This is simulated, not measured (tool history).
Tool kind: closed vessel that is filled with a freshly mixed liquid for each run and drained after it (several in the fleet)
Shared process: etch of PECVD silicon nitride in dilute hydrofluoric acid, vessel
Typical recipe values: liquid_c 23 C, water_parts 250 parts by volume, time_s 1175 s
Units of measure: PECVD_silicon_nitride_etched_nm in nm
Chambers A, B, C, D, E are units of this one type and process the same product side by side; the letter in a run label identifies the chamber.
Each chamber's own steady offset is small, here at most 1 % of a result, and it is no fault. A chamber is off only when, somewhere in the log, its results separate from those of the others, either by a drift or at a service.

run,hour,liquid_c,water_parts,time_s,"read-back film thickness of the PECVD silicon nitride reference wafer, read on the same gauge (nm)",PECVD_silicon_nitride_etched_nm
1B,6.3,23,250,1175,30.011,18.422
2C,15.8,23,250,1175,29.951,18.563
3A,25.1,23,250,1175,30.021,18.542
4E,31.8,23,250,1175,29.984,18.618
5D,41.8,23,250,1175,29.981,18.928
6E,48.0,18,160,1175,29.991,20.807
7B,58.3,18,160,1175,29.995,20.460
8D,64.6,18,160,1175,30.021,20.383
9A,75.1,18,160,1175,30.011,20.606
10C,79.9,18,160,1175,30.002,20.480
11E,89.9,23,250,1175,29.989,18.816
12B,97.6,23,250,1175,30.008,18.364
13D,108.4,23,250,1175,30.038,18.433
14A,113.9,23,250,810,29.988,12.628
15C,120.2,23,250,810,29.983,12.799
# hour 128.5: chamber B: hydrofluoric acid flow meter replaced
16E,129.1,23,250,810,29.960,12.961
17C,139.8,23,250,810,29.954,12.969
18A,146.7,23,250,810,29.996,12.711
19B,155.7,23,155,1175,30.022,29.650
20D,161.4,23,155,1175,30.054,29.736
21E,167.4,23,155,1175,30.013,29.508
22A,176.0,23,155,1175,29.957,29.827
23C,186.2,23,155,1175,29.999,29.453
24B,194.4,23,250,1175,30.046,18.640
25D,200.4,23,250,1175,29.982,18.564
26A,210.9,23,250,1175,30.003,18.435
27B,216.6,23,250,1175,30.012,18.742
28E,226.8,23,250,1175,30.026,17.712
29D,232.8,23,250,1175,30.005,18.457
30C,243.4,27,325,1175,29.976,18.280
31A,248.7,27,325,1175,29.989,18.251
32C,256.1,27,325,1175,30.002,18.447
33D,265.6,27,325,1175,30.005,18.014
34E,274.0,27,325,1175,29.987,17.200
35B,278.7,23,250,1175,30.008,18.456
36A,285.4,23,250,1175,30.006,18.361
37B,292.7,23,250,1175,30.023,18.501
38D,299.4,23,250,1175,30.014,18.583
39C,307.7,23,250,1175,29.995,18.459
40E,316.1,23,250,1175,29.991,17.218
41B,324.9,23,250,1175,30.004,18.568

Next, all 5 chambers run the settings below, one line each with question marks for the results. What does each chamber give?
42A,332.7,23,250,1175,,?
42B,332.7,23,250,1175,,?
42C,332.7,23,250,1175,,?
42D,332.7,23,250,1175,,?
42E,332.7,23,250,1175,,?

run,PECVD_silicon_nitride_etched_nm
42A,18.136
42B,18.548
42C,18.764
42D,18.512
42E,16.843

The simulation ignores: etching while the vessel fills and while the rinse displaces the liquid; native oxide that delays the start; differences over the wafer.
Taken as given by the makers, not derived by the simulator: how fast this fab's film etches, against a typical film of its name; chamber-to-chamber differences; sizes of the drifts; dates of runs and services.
